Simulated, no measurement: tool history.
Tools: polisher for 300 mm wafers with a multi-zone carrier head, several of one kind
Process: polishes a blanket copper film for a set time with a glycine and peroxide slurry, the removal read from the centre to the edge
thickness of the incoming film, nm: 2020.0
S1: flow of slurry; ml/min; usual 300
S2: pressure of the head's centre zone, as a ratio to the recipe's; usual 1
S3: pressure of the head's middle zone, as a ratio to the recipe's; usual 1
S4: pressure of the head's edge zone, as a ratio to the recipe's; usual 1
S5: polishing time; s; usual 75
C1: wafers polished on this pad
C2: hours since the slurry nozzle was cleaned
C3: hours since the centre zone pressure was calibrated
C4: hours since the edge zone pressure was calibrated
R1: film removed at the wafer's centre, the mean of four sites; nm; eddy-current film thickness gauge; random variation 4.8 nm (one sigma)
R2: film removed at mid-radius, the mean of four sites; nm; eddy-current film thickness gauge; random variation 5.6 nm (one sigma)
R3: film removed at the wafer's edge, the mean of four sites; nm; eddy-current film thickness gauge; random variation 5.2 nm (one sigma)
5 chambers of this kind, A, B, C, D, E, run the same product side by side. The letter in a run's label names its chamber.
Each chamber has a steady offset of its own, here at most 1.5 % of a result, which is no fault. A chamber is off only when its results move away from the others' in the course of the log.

run	hour	S1	S2	S3	S4	S5	C1	C2	C3	C4	R1	R2	R3
1B	6.1	300	1	1	1	75	1213	686.6	1076.6	367.5	397.51	394.19	390.81
2A	11.4	300	1	1	1	75	505	329.3	492.4	187.7	395.7	404.4	402.88
3E	18.8	300	1	1	1	75	665	803.5	817.1	824.5	399.53	398.9	394.58
4C	25.1	300	1	1	1	75	520	153.5	353.1	47	402.21	408.59	405.85
# hour 30.5: chamber B: centre zone pressure recalibrated
5D	30.8	300	1	1	1	75	788	482.2	487.6	897.6	396.76	385.05	402.35
# hour 32: chamber E: slurry nozzle cleaned
6E	35.3	300	1	1	1	75	758	3.3	833.6	841	395.87	395.38	393.44
# hour 37.5: chamber D: worn pad replaced by a new one
7D	42.6	300	1	1	1	75	28	494	499.4	909.4	395.87	397.78	411.27
8B	46.7	300	1	1	1	75	1440	727.2	16.3	408.1	400.64	393.89	396.68
# hour 48.9: chamber E: worn pad replaced by a new one
9A	53.8	300	1	1	0.91	75	742	371.7	534.8	230.1	401.78	391.21	376.23
10C	58.2	300	1	1	0.91	75	705	186.6	386.2	80.1	411.27	403.16	373.84
# hour 59.1: chamber E: edge zone pressure recalibrated
11A	62.7	300	1	1	0.91	75	792	380.6	543.7	239	401.42	396.08	371.19
12D	66.1	300	1	1	0.91	75	160	517.5	522.9	932.9	390.55	403.19	379.27
13B	73	300	1	1	0.91	75	1587	753.5	42.6	434.4	382.44	395.16	375.54
14C	77.4	300	1	1	1	75	812	205.8	405.4	99.3	398.96	406.52	398.49
# hour 78.7: chamber B: worn pad replaced by a new one
15E	83.8	300	1	1	1	75	195	51.8	882.1	24.8	397.82	405.94	398.53
# hour 86.1: chamber C: worn pad replaced by a new one
16D	88.2	300	1	1	1	75	283	539.6	545	955	396.87	391.51	399.83
17A	93.2	300	1	1	1	75	962	411.1	574.2	269.5	398.78	395.8	394.61
# hour 95.4: chamber A: worn pad replaced by a new one
18E	99.5	300	1	1	1	75	283	67.5	897.8	40.5	394.38	399.47	396.89
19C	105.8	300	1	1	1	75	110	234.2	433.8	127.7	402.64	399.46	404.46
20B	109.2	300	1	1	1	75	170	789.7	78.8	470.6	394.95	399.82	395.6
21E	112.5	300	1	1	1	75	356	80.5	910.8	53.5	391.98	392.31	393.27
22B	119.4	300	0.95	1	1	89	227	799.9	89	480.8	436.61	474.72	472.09
23C	124.3	300	0.95	1	1	89	213	252.7	452.3	146.2	446.8	479.63	467.16
24D	129.5	300	0.95	1	1	89	514	580.9	586.3	996.3	442.41	474.37	467.14
25A	136	300	0.95	1	1	89	227	453.9	617	312.3	442.93	463.55	472.62
26B	142.6	300	0.95	1	1	89	357	823.1	112.2	504	449.24	470.82	478.02
27E	148	300	1	1	1	75	554	116	946.3	89	391.8	388.43	398.17
# hour 153.6: chamber D: worn pad replaced by a new one
28C	155.2	300	1	1	1	75	386	283.6	483.2	177.1	406.5	411.59	397.62
29A	162	300	1	1	1	75	372	479.9	643	338.3	405.38	394.25	392.51
30D	168.4	300	1	1	1	75	83	619.8	625.2	1035.2	395.43	397.53	397.74
31E	171.9	375	1	1	1	96	688	139.9	970.2	112.9	517.2	519.01	514.43
32A	175.3	375	1	1	1	96	446	493.2	656.3	351.6	524	525.95	510.73
33B	180	375	1	1	1	96	566	860.5	149.6	541.4	505.6	521.57	515.16

Is one chamber off against the others, does the gauge drift, or is nothing wrong? If a chamber is off, say which, and what the likeliest cause is.

No chamber stands off beyond its own small offset, and the gauge holds steady.
